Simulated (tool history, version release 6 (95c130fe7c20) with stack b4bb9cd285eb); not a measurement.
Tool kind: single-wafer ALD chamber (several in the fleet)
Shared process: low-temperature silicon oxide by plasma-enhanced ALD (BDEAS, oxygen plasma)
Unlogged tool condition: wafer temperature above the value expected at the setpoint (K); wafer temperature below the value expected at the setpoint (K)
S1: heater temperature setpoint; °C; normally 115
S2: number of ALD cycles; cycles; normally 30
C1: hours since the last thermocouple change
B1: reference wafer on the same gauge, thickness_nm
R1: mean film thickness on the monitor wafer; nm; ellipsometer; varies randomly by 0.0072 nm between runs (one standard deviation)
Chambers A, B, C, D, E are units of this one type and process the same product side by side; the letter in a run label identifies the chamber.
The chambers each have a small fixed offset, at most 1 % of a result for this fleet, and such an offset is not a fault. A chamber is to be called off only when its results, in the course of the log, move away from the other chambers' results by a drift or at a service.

run,hour,S1,S2,C1,B1,R1
1B,5.4,115,30,1211.6,3.9075,4.1532
2D,9.5,115,30,1574.1,3.9075,4.1903
3A,13.6,115,30,1225.8,3.9064,4.1276
# hour 15.2: chamber A: thermocouple changed; heater temperature recalibrated
4C,17.6,115,30,1667.8,3.9068,4.1672
5E,20.6,115,30,813.1,3.9075,4.1887
6E,24.8,115,30,817.3,3.9062,4.2032
7C,30.0,115,30,1680.2,3.9037,4.1793
8A,35.4,115,30,20.3,3.9022,4.1361
9B,39.1,115,30,1245.3,3.9023,4.1366
10D,44.1,115,30,1608.7,3.9017,4.1738
11C,49.9,115,30,1700.1,3.9010,4.1643
12E,54.3,105,30,846.8,3.9025,4.2537
13A,57.4,105,30,42.3,3.8990,4.2137
14B,60.2,105,30,1266.4,3.9000,4.2142
15D,64.6,105,30,1629.2,3.8971,4.2454
16C,68.5,105,30,1718.7,3.8989,4.2368
17D,71.9,115,30,1636.5,3.8978,4.1757
18A,75.8,107,32,60.7,3.8950,4.4558
19B,79.2,107,32,1285.4,3.8972,4.4730
20E,84.9,107,32,877.4,3.8943,4.5396
21B,89.5,107,32,1295.7,3.8930,4.4741
22D,94.6,107,32,1659.2,3.8927,4.5068
23A,97.3,115,30,82.2,3.8928,4.0976
24E,100.5,115,30,893.0,3.8916,4.2028
25C,106.4,115,30,1756.6,3.8891,4.1493
26E,110.7,129,30,903.2,3.8892,4.0560
27B,115.7,129,30,1321.9,3.8885,4.0251
28D,121.6,129,30,1686.2,3.8879,4.0611
29A,126.8,129,30,111.7,3.8869,4.0139
30C,129.8,129,30,1780.0,3.8855,4.0447
31A,132.7,115,30,117.6,3.8854,4.1069
32B,136.1,104,32,1342.3,3.8849,4.4977
33D,140.4,104,32,1705.0,3.8834,4.5266
34E,146.2,104,32,938.7,3.8828,4.5364

Each of the 5 chambers runs these same settings next. Fill in every chamber's results:
35A,150.5,102,30,,,?
35B,150.5,102,30,,,?
35C,150.5,102,30,,,?
35D,150.5,102,30,,,?
35E,150.5,102,30,,,?

run,R1
35A,4.2095
35B,4.2169
35C,4.2420
35D,4.2480
35E,4.2579
